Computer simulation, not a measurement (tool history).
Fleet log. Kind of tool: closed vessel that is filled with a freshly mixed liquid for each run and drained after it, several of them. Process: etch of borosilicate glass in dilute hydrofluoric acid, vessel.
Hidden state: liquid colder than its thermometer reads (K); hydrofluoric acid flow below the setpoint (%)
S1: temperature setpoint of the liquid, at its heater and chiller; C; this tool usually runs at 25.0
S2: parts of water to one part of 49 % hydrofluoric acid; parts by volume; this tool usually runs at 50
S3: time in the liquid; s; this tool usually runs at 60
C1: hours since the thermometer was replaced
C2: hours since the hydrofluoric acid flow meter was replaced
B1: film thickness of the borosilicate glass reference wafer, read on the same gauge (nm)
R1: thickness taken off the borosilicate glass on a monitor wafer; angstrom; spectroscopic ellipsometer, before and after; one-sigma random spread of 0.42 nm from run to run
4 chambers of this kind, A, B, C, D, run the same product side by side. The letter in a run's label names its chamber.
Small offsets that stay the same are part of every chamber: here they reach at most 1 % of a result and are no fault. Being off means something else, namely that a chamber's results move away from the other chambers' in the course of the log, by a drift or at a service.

{"run": "1D", "day": 0.338, "S1": 25.0, "S2": 50, "S3": 60, "C1": 255.3, "C2": 427.5, "B1": 110.01, "R1": 494.17}
{"run": "2C", "day": 0.933, "S1": 25.0, "S2": 50, "S3": 60, "C1": 3141.0, "C2": 1118.0, "B1": 109.95, "R1": 487.65}
{"run": "3A", "day": 1.3, "S1": 25.0, "S2": 50, "S3": 60, "C1": 1242.1, "C2": 344.6, "B1": 109.98, "R1": 496.87}
{"run": "4B", "day": 1.833, "S1": 25.0, "S2": 50, "S3": 60, "C1": 865.8, "C2": 278.0, "B1": 110.01, "R1": 489.14}
{"run": "5A", "day": 2.433, "S1": 29.0, "S2": 50, "S3": 60, "C1": 1269.3, "C2": 371.8, "B1": 110.03, "R1": 583.44}
{"run": "6B", "day": 2.729, "S1": 29.0, "S2": 50, "S3": 60, "C1": 887.3, "C2": 299.5, "B1": 109.98, "R1": 582.23}
{"run": "7C", "day": 3.096, "S1": 29.0, "S2": 50, "S3": 60, "C1": 3192.9, "C2": 1169.9, "B1": 110.01, "R1": 577.76}
{"run": "8D", "day": 3.521, "S1": 29.0, "S2": 50, "S3": 60, "C1": 331.7, "C2": 503.9, "B1": 110.02, "R1": 584.59}
{"run": "9D", "day": 4.017, "S1": 25.0, "S2": 50, "S3": 60, "C1": 343.6, "C2": 515.8, "B1": 110.01, "R1": 503.74}
{"run": "10A", "day": 4.308, "S1": 25.0, "S2": 50, "S3": 60, "C1": 1314.3, "C2": 416.8, "B1": 110.04, "R1": 486.81}
{"run": "11B", "day": 4.825, "S1": 25.0, "S2": 50, "S3": 60, "C1": 937.6, "C2": 349.8, "B1": 110.01, "R1": 486.61}
{"run": "12C", "day": 5.221, "S1": 22.5, "S2": 50, "S3": 60, "C1": 3243.9, "C2": 1220.9, "B1": 109.99, "R1": 433.96}
{"run": "13C", "day": 5.829, "S1": 22.5, "S2": 50, "S3": 60, "C1": 3258.5, "C2": 1235.5, "B1": 109.98, "R1": 433.32}
{"day": 5.879, "done": "chamber A: hydrofluoric acid flow meter replaced"}
{"day": 6.058, "done": "chamber C: thermometer replaced"}
{"run": "14D", "day": 6.296, "S1": 22.5, "S2": 50, "S3": 60, "C1": 398.3, "C2": 570.5, "B1": 110.01, "R1": 448.77}
{"run": "15B", "day": 6.896, "S1": 22.5, "S2": 50, "S3": 60, "C1": 987.3, "C2": 399.5, "B1": 109.97, "R1": 443.35}
{"run": "16A", "day": 7.512, "S1": 20.5, "S2": 50, "S3": 60, "C1": 1391.2, "C2": 39.3, "B1": 109.99, "R1": 409.43}
{"run": "17A", "day": 7.996, "S1": 20.5, "S2": 50, "S3": 60, "C1": 1402.8, "C2": 50.9, "B1": 110.03, "R1": 406.07}
{"run": "18D", "day": 8.533, "S1": 20.5, "S2": 50, "S3": 60, "C1": 452.0, "C2": 624.2, "B1": 110.01, "R1": 403.39}
{"run": "19B", "day": 8.996, "S1": 20.5, "S2": 50, "S3": 60, "C1": 1037.7, "C2": 449.9, "B1": 109.99, "R1": 408.59}
{"run": "20C", "day": 9.5, "S1": 25.0, "S2": 50, "S3": 60, "C1": 82.6, "C2": 1323.6, "B1": 109.99, "R1": 484.02}
{"run": "21A", "day": 10.121, "S1": 25.0, "S2": 50, "S3": 35, "C1": 1453.8, "C2": 101.9, "B1": 110.04, "R1": 287.55}
{"run": "22C", "day": 10.425, "S1": 25.0, "S2": 50, "S3": 35, "C1": 104.8, "C2": 1345.8, "B1": 109.94, "R1": 287.24}
{"run": "23B", "day": 10.846, "S1": 25.0, "S2": 50, "S3": 35, "C1": 1082.1, "C2": 494.3, "B1": 110.0, "R1": 288.51}
{"run": "24D", "day": 11.183, "S1": 25.0, "S2": 50, "S3": 35, "C1": 515.6, "C2": 687.8, "B1": 109.97, "R1": 282.72}
{"run": "25B", "day": 11.642, "S1": 27.0, "S2": 50, "S3": 75, "C1": 1101.2, "C2": 513.4, "B1": 109.98, "R1": 662.19}
{"run": "26D", "day": 11.921, "S1": 27.0, "S2": 50, "S3": 75, "C1": 533.3, "C2": 705.5, "B1": 109.93, "R1": 651.51}
{"run": "27A", "day": 12.4, "S1": 27.0, "S2": 50, "S3": 75, "C1": 1508.5, "C2": 156.6, "B1": 109.99, "R1": 669.95}
{"run": "28C", "day": 12.796, "S1": 27.0, "S2": 50, "S3": 75, "C1": 161.7, "C2": 1402.7, "B1": 109.99, "R1": 664.13}
{"run": "29B", "day": 13.079, "S1": 25.0, "S2": 50, "S3": 60, "C1": 1135.7, "C2": 547.9, "B1": 110.01, "R1": 489.74}
{"run": "30C", "day": 13.508, "S1": 21.0, "S2": 65, "S3": 60, "C1": 178.8, "C2": 1419.8, "B1": 110.04, "R1": 313.29}
{"run": "31A", "day": 13.971, "S1": 21.0, "S2": 65, "S3": 60, "C1": 1546.2, "C2": 194.3, "B1": 109.97, "R1": 319.96}
{"run": "32D", "day": 14.467, "S1": 21.0, "S2": 65, "S3": 60, "C1": 594.4, "C2": 766.6, "B1": 109.99, "R1": 299.21}
{"run": "33D", "day": 14.762, "S1": 21.0, "S2": 65, "S3": 60, "C1": 601.5, "C2": 773.7, "B1": 110.0, "R1": 301.47}
{"run": "34C", "day": 15.283, "S1": 25.0, "S2": 50, "S3": 60, "C1": 221.4, "C2": 1462.4, "B1": 110.02, "R1": 490.49}
{"run": "35B", "day": 15.862, "S1": 25.0, "S2": 50, "S3": 60, "C1": 1202.5, "C2": 614.7, "B1": 109.97, "R1": 492.47}
{"run": "36A", "day": 16.412, "S1": 25.0, "S2": 50, "S3": 60, "C1": 1604.8, "C2": 252.9, "B1": 110.02, "R1": 492.59}
{"run": "37A", "day": 16.867, "S1": 25.0, "S2": 50, "S3": 60, "C1": 1615.7, "C2": 263.8, "B1": 109.93, "R1": 497.93}
{"run": "38B", "day": 17.383, "S1": 25.0, "S2": 50, "S3": 60, "C1": 1239.0, "C2": 651.2, "B1": 110.0, "R1": 488.06}
{"run": "39C", "day": 17.738, "S1": 25.0, "S2": 50, "S3": 60, "C1": 280.3, "C2": 1521.3, "B1": 110.02, "R1": 484.02}

All 4 chambers run these settings next. Forecast each chamber's results:
{"run": "40A", "day": 18.204, "S1": 25.0, "S2": 50, "S3": 30, "R1": "?"}
{"run": "40B", "day": 18.204, "S1": 25.0, "S2": 50, "S3": 30, "R1": "?"}
{"run": "40C", "day": 18.204, "S1": 25.0, "S2": 50, "S3": 30, "R1": "?"}
{"run": "40D", "day": 18.204, "S1": 25.0, "S2": 50, "S3": 30, "R1": "?"}

run=40A R1=245.84
run=40B R1=250.58
run=40C R1=241.67
run=40D R1=235.75

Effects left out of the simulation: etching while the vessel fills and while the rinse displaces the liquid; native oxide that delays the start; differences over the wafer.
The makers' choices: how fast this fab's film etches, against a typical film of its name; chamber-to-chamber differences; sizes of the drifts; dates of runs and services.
